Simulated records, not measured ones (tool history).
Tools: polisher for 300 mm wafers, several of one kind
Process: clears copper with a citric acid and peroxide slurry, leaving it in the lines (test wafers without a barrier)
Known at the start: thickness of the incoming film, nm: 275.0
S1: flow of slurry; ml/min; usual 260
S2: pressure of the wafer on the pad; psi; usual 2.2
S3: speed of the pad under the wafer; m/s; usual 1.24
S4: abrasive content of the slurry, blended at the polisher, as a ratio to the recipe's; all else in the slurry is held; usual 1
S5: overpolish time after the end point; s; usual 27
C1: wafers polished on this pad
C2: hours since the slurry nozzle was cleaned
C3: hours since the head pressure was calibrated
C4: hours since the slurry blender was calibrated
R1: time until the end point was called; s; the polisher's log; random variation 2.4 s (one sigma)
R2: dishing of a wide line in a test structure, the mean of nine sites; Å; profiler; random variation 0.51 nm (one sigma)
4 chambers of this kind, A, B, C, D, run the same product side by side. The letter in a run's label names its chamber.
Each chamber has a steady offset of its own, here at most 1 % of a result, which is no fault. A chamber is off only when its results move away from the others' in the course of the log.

{"run": "1C", "day": 0.179, "S1": 260, "S2": 2.2, "S3": 1.24, "S4": 1, "S5": 27, "C1": 953, "C2": 439.5, "C3": 240.0, "C4": 333.5, "R1": 133.38, "R2": 296.92}
{"run": "2D", "day": 0.304, "S1": 260, "S2": 2.2, "S3": 1.24, "S4": 1, "S5": 27, "C1": 827, "C2": 278.8, "C3": 760.4, "C4": 213.2, "R1": 139.06, "R2": 296.85}
{"run": "3B", "day": 0.454, "S1": 260, "S2": 2.2, "S3": 1.24, "S4": 1, "S5": 27, "C1": 266, "C2": 153.7, "C3": 342.9, "C4": 179.2, "R1": 137.1, "R2": 286.26}
{"day": 0.554, "done": "chamber A: slurry blender recalibrated"}
{"run": "4A", "day": 0.571, "S1": 260, "S2": 2.2, "S3": 1.24, "S4": 1, "S5": 27, "C1": 1298, "C2": 48.6, "C3": 293.2, "C4": 0.4, "R1": 141.33, "R2": 309.65}
{"run": "5A", "day": 0.708, "S1": 260, "S2": 2.2, "S3": 1.24, "S4": 1, "S5": 27, "C1": 1314, "C2": 51.9, "C3": 296.5, "C4": 3.7, "R1": 135.56, "R2": 300.5}
{"run": "6D", "day": 0.858, "S1": 260, "S2": 2.2, "S3": 1.24, "S4": 1, "S5": 27, "C1": 890, "C2": 292.1, "C3": 773.7, "C4": 226.5, "R1": 136.75, "R2": 294.35}
{"run": "7C", "day": 1.038, "S1": 260, "S2": 2.2, "S3": 1.24, "S4": 1, "S5": 27, "C1": 1051, "C2": 460.1, "C3": 260.6, "C4": 354.1, "R1": 140.37, "R2": 309.32}
{"run": "8B", "day": 1.146, "S1": 260, "S2": 2.2, "S3": 1.24, "S4": 1, "S5": 27, "C1": 345, "C2": 170.3, "C3": 359.5, "C4": 195.8, "R1": 139.08, "R2": 294.25}
{"run": "9D", "day": 1.271, "S1": 260, "S2": 2.2, "S3": 1.24, "S4": 1, "S5": 27, "C1": 937, "C2": 302.0, "C3": 783.6, "C4": 236.4, "R1": 141.21, "R2": 294.1}
{"run": "10B", "day": 1.396, "S1": 260, "S2": 2.2, "S3": 1.24, "S4": 1, "S5": 27, "C1": 373, "C2": 176.3, "C3": 365.5, "C4": 201.8, "R1": 136.95, "R2": 300.62}
{"run": "11A", "day": 1.504, "S1": 260, "S2": 2.2, "S3": 1.24, "S4": 1, "S5": 27, "C1": 1404, "C2": 71.0, "C3": 315.6, "C4": 22.8, "R1": 139.22, "R2": 294.46}
{"day": 1.542, "done": "chamber C: worn pad replaced by a new one"}
{"day": 1.571, "done": "chamber B: slurry blender recalibrated"}
{"run": "12C", "day": 1.629, "S1": 260, "S2": 2.2, "S3": 1.24, "S4": 1, "S5": 27, "C1": 10, "C2": 474.3, "C3": 274.8, "C4": 368.3, "R1": 138.17, "R2": 295.46}
{"run": "13A", "day": 1.825, "S1": 260, "S2": 2.2, "S3": 1.24, "S4": 1, "S5": 27, "C1": 1441, "C2": 78.7, "C3": 323.3, "C4": 30.5, "R1": 138.52, "R2": 299.15}
{"run": "14D", "day": 2.017, "S1": 260, "S2": 2.2, "S3": 1.24, "S4": 1, "S5": 27, "C1": 1022, "C2": 319.9, "C3": 801.5, "C4": 254.3, "R1": 140.01, "R2": 291.85}
{"run": "15B", "day": 2.208, "S1": 260, "S2": 2.2, "S3": 1.66, "S4": 1, "S5": 27, "C1": 466, "C2": 195.8, "C3": 385.0, "C4": 15.3, "R1": 104.06, "R2": 358.72}
{"run": "16C", "day": 2.308, "S1": 260, "S2": 2.2, "S3": 1.66, "S4": 1, "S5": 27, "C1": 87, "C2": 490.6, "C3": 291.1, "C4": 384.6, "R1": 105.44, "R2": 368.64}
{"run": "17A", "day": 2.433, "S1": 260, "S2": 2.2, "S3": 1.66, "S4": 1, "S5": 27, "C1": 1510, "C2": 93.3, "C3": 337.9, "C4": 45.1, "R1": 103.3, "R2": 359.66}
{"run": "18C", "day": 2.546, "S1": 260, "S2": 2.2, "S3": 1.66, "S4": 1, "S5": 27, "C1": 114, "C2": 496.3, "C3": 296.8, "C4": 390.3, "R1": 105.48, "R2": 365.46}
{"day": 2.6, "done": "chamber A: worn pad replaced by a new one"}
{"run": "19B", "day": 2.717, "S1": 260, "S2": 2.2, "S3": 1.24, "S4": 1, "S5": 27, "C1": 524, "C2": 208.0, "C3": 397.2, "C4": 27.5, "R1": 142.9, "R2": 299.88}
{"run": "20D", "day": 2.846, "S1": 260, "S2": 2.2, "S3": 1.24, "S4": 1, "S5": 27, "C1": 1117, "C2": 339.8, "C3": 821.4, "C4": 274.2, "R1": 141.53, "R2": 290.81}
{"run": "21B", "day": 3.029, "S1": 260, "S2": 2.2, "S3": 1.24, "S4": 1, "S5": 27, "C1": 560, "C2": 215.5, "C3": 404.7, "C4": 35.0, "R1": 141.26, "R2": 295.49}
{"day": 3.05, "done": "chamber C: slurry blender recalibrated"}
{"run": "22A", "day": 3.233, "S1": 260, "S2": 2.2, "S3": 1.24, "S4": 1, "S5": 27, "C1": 72, "C2": 112.5, "C3": 357.1, "C4": 64.3, "R1": 136.85, "R2": 308.89}
{"run": "23C", "day": 3.408, "S1": 260, "S2": 2.2, "S3": 1.24, "S4": 1, "S5": 27, "C1": 213, "C2": 517.0, "C3": 317.5, "C4": 8.7, "R1": 140.55, "R2": 306.8}
{"run": "24D", "day": 3.588, "S1": 260, "S2": 2.2, "S3": 1.24, "S4": 1, "S5": 27, "C1": 1201, "C2": 357.6, "C3": 839.2, "C4": 292.0, "R1": 136.63, "R2": 293.43}
{"run": "25A", "day": 3.792, "S1": 260, "S2": 2.2, "S3": 1.24, "S4": 1, "S5": 27, "C1": 136, "C2": 125.9, "C3": 370.5, "C4": 77.7, "R1": 138.35, "R2": 295.75}
{"run": "26C", "day": 3.9, "S1": 260, "S2": 2.2, "S3": 1.24, "S4": 1, "S5": 27, "C1": 269, "C2": 528.8, "C3": 329.3, "C4": 20.5, "R1": 139.19, "R2": 300.38}
{"run": "27B", "day": 4.054, "S1": 260, "S2": 2.2, "S3": 1.24, "S4": 1, "S5": 27, "C1": 677, "C2": 240.1, "C3": 429.3, "C4": 59.6, "R1": 142.62, "R2": 301.66}
{"run": "28D", "day": 4.158, "S1": 260, "S2": 2.2, "S3": 1.24, "S4": 1, "S5": 27, "C1": 1266, "C2": 371.3, "C3": 852.9, "C4": 305.7, "R1": 139.67, "R2": 305.41}
{"run": "29B", "day": 4.321, "S1": 260, "S2": 2.2, "S3": 1.24, "S4": 1, "S5": 27, "C1": 707, "C2": 246.5, "C3": 435.7, "C4": 66.0, "R1": 142.64, "R2": 306.33}

All 4 chambers run these settings next. Forecast each chamber's results:
{"run": "30A", "day": 4.471, "S1": 260, "S2": 2.2, "S3": 1.24, "S4": 1, "S5": 27, "R1": "?", "R2": "?"}
{"run": "30B", "day": 4.471, "S1": 260, "S2": 2.2, "S3": 1.24, "S4": 1, "S5": 27, "R1": "?", "R2": "?"}
{"run": "30C", "day": 4.471, "S1": 260, "S2": 2.2, "S3": 1.24, "S4": 1, "S5": 27, "R1": "?", "R2": "?"}
{"run": "30D", "day": 4.471, "S1": 260, "S2": 2.2, "S3": 1.24, "S4": 1, "S5": 27, "R1": "?", "R2": "?"}

run=30A R1=140.79 R2=293.63
run=30B R1=141.67 R2=291.30
run=30C R1=137.66 R2=301.95
run=30D R1=140.51 R2=295.28
